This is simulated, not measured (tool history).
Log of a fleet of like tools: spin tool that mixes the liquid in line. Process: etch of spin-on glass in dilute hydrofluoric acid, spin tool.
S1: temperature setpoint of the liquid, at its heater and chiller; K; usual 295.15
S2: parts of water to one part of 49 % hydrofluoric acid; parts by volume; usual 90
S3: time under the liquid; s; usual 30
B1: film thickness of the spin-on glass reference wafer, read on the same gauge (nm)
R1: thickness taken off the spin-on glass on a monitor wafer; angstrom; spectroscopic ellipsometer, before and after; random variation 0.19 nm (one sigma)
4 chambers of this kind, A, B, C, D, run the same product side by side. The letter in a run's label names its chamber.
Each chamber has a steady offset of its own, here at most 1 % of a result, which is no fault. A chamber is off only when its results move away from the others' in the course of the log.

run,hour,S1,S2,S3,B1,R1
1A,9.9,295.15,90,30,109.99,213.24
2D,22.1,295.15,90,30,110.05,210.63
3B,36.5,295.15,90,30,110,209.27
4C,45.1,295.15,90,30,110.01,212.77
5A,54.8,295.15,90,30,109.95,210.52
6B,64,295.15,125,40,110.01,194.11
7D,71.4,295.15,125,40,110,196.64
8C,84.9,295.15,125,40,109.98,197.39
9C,93.6,295.15,125,40,110.03,197.03
10B,101.1,295.15,90,30,109.98,212.97
11D,116,295.15,90,30,110.01,209.63
12A,129.3,295.15,90,30,109.99,212.32
13A,137.8,295.15,90,30,109.99,211.61
14C,147.2,295.15,90,30,110,209.34
# hour 152: chamber A: thermometer replaced
15D,161.3,295.15,90,30,110.01,208.86
16B,174,295.15,90,30,109.95,209.05
17B,187.4,295.15,90,30,110,210.61
18A,198.2,295.15,90,30,109.99,213.1
19D,209.9,299.65,50,30,110.02,481.74
20C,218.2,299.65,50,30,109.96,458.8
21D,228.5,299.65,50,30,109.98,475.02
22B,236.9,299.65,50,30,110.02,474.15
23C,243.9,295.15,90,30,110.02,201.72
24A,253.2,295.15,90,30,110.04,212.7
25D,266,295.15,90,30,110.01,210.96
26A,274.6,295.15,90,30,109.94,213.44
27B,281.8,295.15,90,30,109.99,209.41
28C,291.5,295.15,90,30,110.01,200.41
29A,304.8,295.15,90,30,110,216
30D,317.2,295.15,90,30,110.02,208.26
31B,330.3,295.15,90,30,110,209.31
32C,344.1,295.15,90,30,110.02,194.3
33C,350.9,295.15,120,30,110.04,139.74
34A,361.3,295.15,120,30,110,154.41

All 4 chambers run these settings next. Forecast each chamber's results:
35A,372.6,295.15,90,30,,?
35B,372.6,295.15,90,30,,?
35C,372.6,295.15,90,30,,?
35D,372.6,295.15,90,30,,?

run,R1
35A,212.68
35B,211.74
35C,192.8
35D,209.44

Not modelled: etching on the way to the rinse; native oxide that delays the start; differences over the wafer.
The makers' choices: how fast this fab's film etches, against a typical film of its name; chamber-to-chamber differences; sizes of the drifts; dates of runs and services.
